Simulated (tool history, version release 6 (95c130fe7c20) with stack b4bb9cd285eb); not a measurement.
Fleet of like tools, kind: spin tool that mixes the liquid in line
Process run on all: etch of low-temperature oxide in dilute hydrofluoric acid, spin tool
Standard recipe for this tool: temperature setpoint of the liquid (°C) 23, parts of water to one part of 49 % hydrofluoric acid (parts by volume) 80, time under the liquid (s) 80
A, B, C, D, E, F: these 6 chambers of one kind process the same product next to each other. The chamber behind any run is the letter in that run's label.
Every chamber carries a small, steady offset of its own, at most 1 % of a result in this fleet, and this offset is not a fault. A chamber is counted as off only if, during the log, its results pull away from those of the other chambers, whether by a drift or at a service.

| run | hour | temperature setpoint of the liquid (°C) | parts of water to one part of 49 % hydrofluoric acid (parts by volume) | time under the liquid (s) | read-back film thickness of the low-temperature oxide reference wafer, read on the same gauge (nm) | thickness taken off the low-temperature oxide on a monitor wafer (nm) |
|---|---|---|---|---|---|---|
| 1B | 10.9 | 23 | 80 | 80 | 119.96 | 22.462 |
| 2F | 19.5 | 23 | 80 | 80 | 119.98 | 22.686 |
| 3E | 29.4 | 23 | 80 | 80 | 120 | 22.474 |
| 4A | 36.9 | 23 | 80 | 80 | 120.01 | 22.643 |
| 5C | 45.1 | 23 | 80 | 80 | 120.02 | 22.237 |
| 6D | 54.7 | 23 | 80 | 80 | 120.01 | 22.638 |
| 7F | 59.8 | 23 | 80 | 80 | 120.02 | 22.625 |
| 8E | 67.6 | 23 | 115 | 80 | 120.04 | 14.896 |
| 9B | 77.6 | 23 | 115 | 80 | 119.96 | 15.25 |
| 10D | 88.2 | 23 | 115 | 80 | 120 | 15.129 |
| 11A | 98.2 | 23 | 115 | 80 | 119.98 | 15.107 |
| 12C | 106.9 | 23 | 115 | 80 | 119.98 | 14.948 |
| 13E | 117.2 | 23 | 115 | 80 | 119.98 | 14.762 |
| 14B | 125.6 | 23 | 80 | 80 | 120.02 | 22.594 |
| 15C | 132.4 | 23 | 45 | 115 | 119.99 | 59.95 |
| 16A | 140.8 | 23 | 45 | 115 | 120 | 59.889 |
| 17F | 148.1 | 23 | 45 | 115 | 120 | 60.886 |
| 18D | 157.5 | 23 | 45 | 115 | 120.02 | 60.48 |
|  | 162.3 | chamber D: hydrofluoric acid flow meter replaced |
| 19E | 165.4 | 23 | 45 | 115 | 120.02 | 60.404 |
| 20F | 172.8 | 23 | 45 | 115 | 119.99 | 60.846 |
| 21B | 181.7 | 23 | 45 | 80 | 120.03 | 41.953 |
| 22C | 190.4 | 23 | 45 | 80 | 119.97 | 42.147 |
| 23D | 201.3 | 23 | 45 | 80 | 120.01 | 41.784 |
| 24A | 208.9 | 23 | 45 | 80 | 119.98 | 41.094 |
| 25E | 219.6 | 23 | 45 | 80 | 119.98 | 41.573 |
| 26A | 228.6 | 23 | 45 | 80 | 119.97 | 40.93 |
| 27F | 238.4 | 23 | 80 | 80 | 119.99 | 22.334 |
| 28B | 246.2 | 23 | 80 | 80 | 120.02 | 22.654 |
|  | 251.2 | chamber A: thermometer replaced |
| 29D | 256.1 | 23 | 80 | 80 | 120.03 | 22.788 |
| 30C | 265.7 | 23 | 80 | 80 | 120 | 22.374 |
| 31B | 276 | 23 | 80 | 80 | 120 | 22.543 |
| 32D | 281.2 | 23 | 80 | 80 | 119.99 | 22.474 |
| 33C | 288.4 | 23 | 80 | 80 | 119.99 | 22.587 |
| 34E | 293.7 | 23 | 80 | 80 | 119.98 | 22.402 |
| 35A | 299.4 | 23 | 80 | 80 | 119.95 | 22.642 |
| 36F | 306.5 | 25.5 | 55 | 80 | 119.95 | 37.631 |
| 37D | 313.2 | 25.5 | 55 | 80 | 119.99 | 37.538 |
| 38C | 323 | 25.5 | 55 | 80 | 119.98 | 37.089 |

All chambers now run identical settings, listed one chamber a line with results as question marks. What results will each chamber show?
| 39A | 331.2 | 23 | 60 | 80 |  | ? |
| 39B | 331.2 | 23 | 60 | 80 |  | ? |
| 39C | 331.2 | 23 | 60 | 80 |  | ? |
| 39D | 331.2 | 23 | 60 | 80 |  | ? |
| 39E | 331.2 | 23 | 60 | 80 |  | ? |
| 39F | 331.2 | 23 | 60 | 80 |  | ? |

| run | thickness taken off the low-temperature oxide on a monitor wafer (nm) |
|---|---|
| 39A | 30.718 |
| 39B | 30.79 |
| 39C | 30.58 |
| 39D | 30.947 |
| 39E | 30.469 |
| 39F | 30.883 |

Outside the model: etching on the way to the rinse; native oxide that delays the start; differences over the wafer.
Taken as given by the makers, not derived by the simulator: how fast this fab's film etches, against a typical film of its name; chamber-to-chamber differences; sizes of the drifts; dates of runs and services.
